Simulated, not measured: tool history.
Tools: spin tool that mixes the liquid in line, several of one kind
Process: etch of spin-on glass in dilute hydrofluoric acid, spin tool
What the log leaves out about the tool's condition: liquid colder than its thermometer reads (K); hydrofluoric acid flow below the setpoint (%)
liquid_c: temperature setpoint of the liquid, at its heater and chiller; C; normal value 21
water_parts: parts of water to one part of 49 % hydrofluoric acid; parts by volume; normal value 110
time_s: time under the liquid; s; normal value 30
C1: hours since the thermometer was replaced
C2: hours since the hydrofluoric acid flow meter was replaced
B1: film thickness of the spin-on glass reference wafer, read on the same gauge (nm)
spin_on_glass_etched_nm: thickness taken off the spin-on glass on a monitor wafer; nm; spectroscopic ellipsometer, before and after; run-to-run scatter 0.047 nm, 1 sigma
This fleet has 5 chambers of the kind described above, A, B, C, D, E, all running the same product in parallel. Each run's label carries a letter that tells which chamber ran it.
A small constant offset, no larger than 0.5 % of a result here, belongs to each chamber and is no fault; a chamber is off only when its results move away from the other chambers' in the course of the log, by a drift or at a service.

run 1B hour=9 | liquid_c=21 water_parts=110 time_s=30 | C1=585 C2=389 | B1=69.944 | spin_on_glass_etched_nm=14.917
run 2A hour=23.1 | liquid_c=21 water_parts=110 time_s=30 | C1=171.7 C2=1793.4 | B1=69.992 | spin_on_glass_etched_nm=14.91
run 3C hour=36.5 | liquid_c=21 water_parts=110 time_s=30 | C1=1720.5 C2=468.3 | B1=70.021 | spin_on_glass_etched_nm=14.954
run 4E hour=44.4 | liquid_c=21 water_parts=110 time_s=30 | C1=1232.1 C2=1936.2 | B1=70.025 | spin_on_glass_etched_nm=14.852
run 5D hour=58.3 | liquid_c=21 water_parts=110 time_s=30 | C1=1376 C2=926.7 | B1=69.992 | spin_on_glass_etched_nm=15.019
run 6C hour=70.6 | liquid_c=21 water_parts=90 time_s=15 | C1=1754.6 C2=502.4 | B1=70.012 | spin_on_glass_etched_nm=9.3983
-- hour=77.1 chamber B: thermometer replaced
run 7B hour=81.5 | liquid_c=21 water_parts=90 time_s=15 | C1=4.5 C2=461.5 | B1=70.024 | spin_on_glass_etched_nm=9.3209
run 8E hour=88.8 | liquid_c=21 water_parts=90 time_s=15 | C1=1276.5 C2=1980.6 | B1=69.995 | spin_on_glass_etched_nm=9.2716
run 9D hour=100.5 | liquid_c=21 water_parts=90 time_s=15 | C1=1418.2 C2=968.9 | B1=70.008 | spin_on_glass_etched_nm=9.3037
run 10A hour=112.2 | liquid_c=21 water_parts=90 time_s=15 | C1=260.8 C2=1882.5 | B1=69.954 | spin_on_glass_etched_nm=9.3361
-- hour=115.3 chamber B: hydrofluoric acid flow meter replaced
-- hour=116.4 chamber E: hydrofluoric acid flow meter replaced
run 11C hour=121.3 | liquid_c=17.5 water_parts=110 time_s=20 | C1=1805.3 C2=553.1 | B1=69.974 | spin_on_glass_etched_nm=8.6244
run 12B hour=132.6 | liquid_c=17.5 water_parts=110 time_s=20 | C1=55.6 C2=17.4 | B1=69.984 | spin_on_glass_etched_nm=8.6307
run 13A hour=148.4 | liquid_c=17.5 water_parts=110 time_s=20 | C1=297 C2=1918.7 | B1=70.045 | spin_on_glass_etched_nm=8.6557
run 14D hour=157 | liquid_c=17.5 water_parts=110 time_s=20 | C1=1474.7 C2=1025.4 | B1=69.975 | spin_on_glass_etched_nm=8.6464
run 15E hour=173 | liquid_c=17.5 water_parts=110 time_s=20 | C1=1360.7 C2=56.7 | B1=69.962 | spin_on_glass_etched_nm=8.6074
-- hour=178.3 chamber A: hydrofluoric acid flow meter replaced
run 16C hour=180.5 | liquid_c=21 water_parts=110 time_s=30 | C1=1864.5 C2=612.3 | B1=69.977 | spin_on_glass_etched_nm=14.951
run 17D hour=192.1 | liquid_c=21 water_parts=110 time_s=30 | C1=1509.8 C2=1060.5 | B1=69.956 | spin_on_glass_etched_nm=14.928
run 18E hour=201.8 | liquid_c=21 water_parts=110 time_s=30 | C1=1389.5 C2=85.5 | B1=69.994 | spin_on_glass_etched_nm=14.893
run 19A hour=211.6 | liquid_c=21 water_parts=110 time_s=30 | C1=360.2 C2=33.3 | B1=69.999 | spin_on_glass_etched_nm=14.951
run 20B hour=219.4 | liquid_c=21 water_parts=110 time_s=30 | C1=142.4 C2=104.2 | B1=70.015 | spin_on_glass_etched_nm=15.004
run 21B hour=228.8 | liquid_c=21 water_parts=110 time_s=30 | C1=151.8 C2=113.6 | B1=69.985 | spin_on_glass_etched_nm=14.97
run 22D hour=241 | liquid_c=21 water_parts=110 time_s=30 | C1=1558.7 C2=1109.4 | B1=69.945 | spin_on_glass_etched_nm=14.96
run 23A hour=255.2 | liquid_c=21 water_parts=110 time_s=30 | C1=403.8 C2=76.9 | B1=69.965 | spin_on_glass_etched_nm=14.987
run 24C hour=264.5 | liquid_c=21 water_parts=110 time_s=30 | C1=1948.5 C2=696.3 | B1=70.002 | spin_on_glass_etched_nm=14.705
run 25E hour=277.9 | liquid_c=21 water_parts=110 time_s=30 | C1=1465.6 C2=161.6 | B1=69.992 | spin_on_glass_etched_nm=14.926
run 26E hour=285.6 | liquid_c=21 water_parts=75 time_s=30 | C1=1473.3 C2=169.3 | B1=70.044 | spin_on_glass_etched_nm=22.688
run 27D hour=295.7 | liquid_c=21 water_parts=75 time_s=30 | C1=1613.4 C2=1164.1 | B1=70.004 | spin_on_glass_etched_nm=22.483
run 28A hour=308.7 | liquid_c=21 water_parts=75 time_s=30 | C1=457.3 C2=130.4 | B1=69.994 | spin_on_glass_etched_nm=22.923
run 29B hour=316.8 | liquid_c=21 water_parts=75 time_s=30 | C1=239.8 C2=201.6 | B1=69.994 | spin_on_glass_etched_nm=22.954
run 30C hour=330.2 | liquid_c=21 water_parts=75 time_s=30 | C1=2014.2 C2=762 | B1=70.017 | spin_on_glass_etched_nm=22.533
run 31B hour=343.9 | liquid_c=23.5 water_parts=110 time_s=40 | C1=266.9 C2=228.7 | B1=69.998 | spin_on_glass_etched_nm=21.988
run 32A hour=351.4 | liquid_c=23.5 water_parts=110 time_s=40 | C1=500 C2=173.1 | B1=69.944 | spin_on_glass_etched_nm=22.209
run 33E hour=360.5 | liquid_c=23.5 water_parts=110 time_s=40 | C1=1548.2 C2=244.2 | B1=70.001 | spin_on_glass_etched_nm=21.945
run 34C hour=375.4 | liquid_c=23.5 water_parts=110 time_s=40 | C1=2059.4 C2=807.2 | B1=70.005 | spin_on_glass_etched_nm=21.329
run 35D hour=388.8 | liquid_c=23.5 water_parts=110 time_s=40 | C1=1706.5 C2=1257.2 | B1=69.977 | spin_on_glass_etched_nm=22.081
run 36A hour=399.4 | liquid_c=21 water_parts=110 time_s=30 | C1=548 C2=221.1 | B1=69.997 | spin_on_glass_etched_nm=15.037
run 37C hour=410 | liquid_c=21 water_parts=110 time_s=30 | C1=2094 C2=841.8 | B1=70.004 | spin_on_glass_etched_nm=14.343
run 38D hour=423.6 | liquid_c=21 water_parts=135 time_s=20 | C1=1741.3 C2=1292 | B1=70.013 | spin_on_glass_etched_nm=7.9086

Which is it: a chamber that has drifted or been left off by a service, a gauge drift common to all chambers, or only each chamber's usual small offset? If a chamber is off, name it and its likeliest cause.

Chamber C drifts away from the others.
What lies behind it: hydrofluoric acid flow below the setpoint (%) = 3.54.
The log might look much the same if the cause were instead: liquid colder than its thermometer reads (K).

Below are 4 candidate recipes for chamber C's next run, each the usual settings with a change, their results shown as question marks. Which of them brings C's results back in line with what the other chambers give on the usual settings?
A result is in line if it is within this distance of the other chambers' mean on the usual settings: spin_on_glass_etched_nm 0.16 nm
run 39C-1 hour=435.3 | liquid_c=22 water_parts=110 time_s=30 | spin_on_glass_etched_nm=?
run 39C-2 hour=435.3 | liquid_c=20 water_parts=110 time_s=30 | spin_on_glass_etched_nm=?
run 39C-3 hour=435.3 | liquid_c=20.5 water_parts=110 time_s=30 | spin_on_glass_etched_nm=?
run 39C-4 hour=435.3 | liquid_c=21.5 water_parts=110 time_s=30 | spin_on_glass_etched_nm=?

Average result of the remaining chambers running the usual settings: spin_on_glass_etched_nm 14.926 nm
run=39C-1 spin_on_glass_etched_nm=14.966
run=39C-2 spin_on_glass_etched_nm=13.795
run=39C-3 spin_on_glass_etched_nm=14.084
run=39C-4 spin_on_glass_etched_nm=14.664
39C-1 brings the chamber back in line.

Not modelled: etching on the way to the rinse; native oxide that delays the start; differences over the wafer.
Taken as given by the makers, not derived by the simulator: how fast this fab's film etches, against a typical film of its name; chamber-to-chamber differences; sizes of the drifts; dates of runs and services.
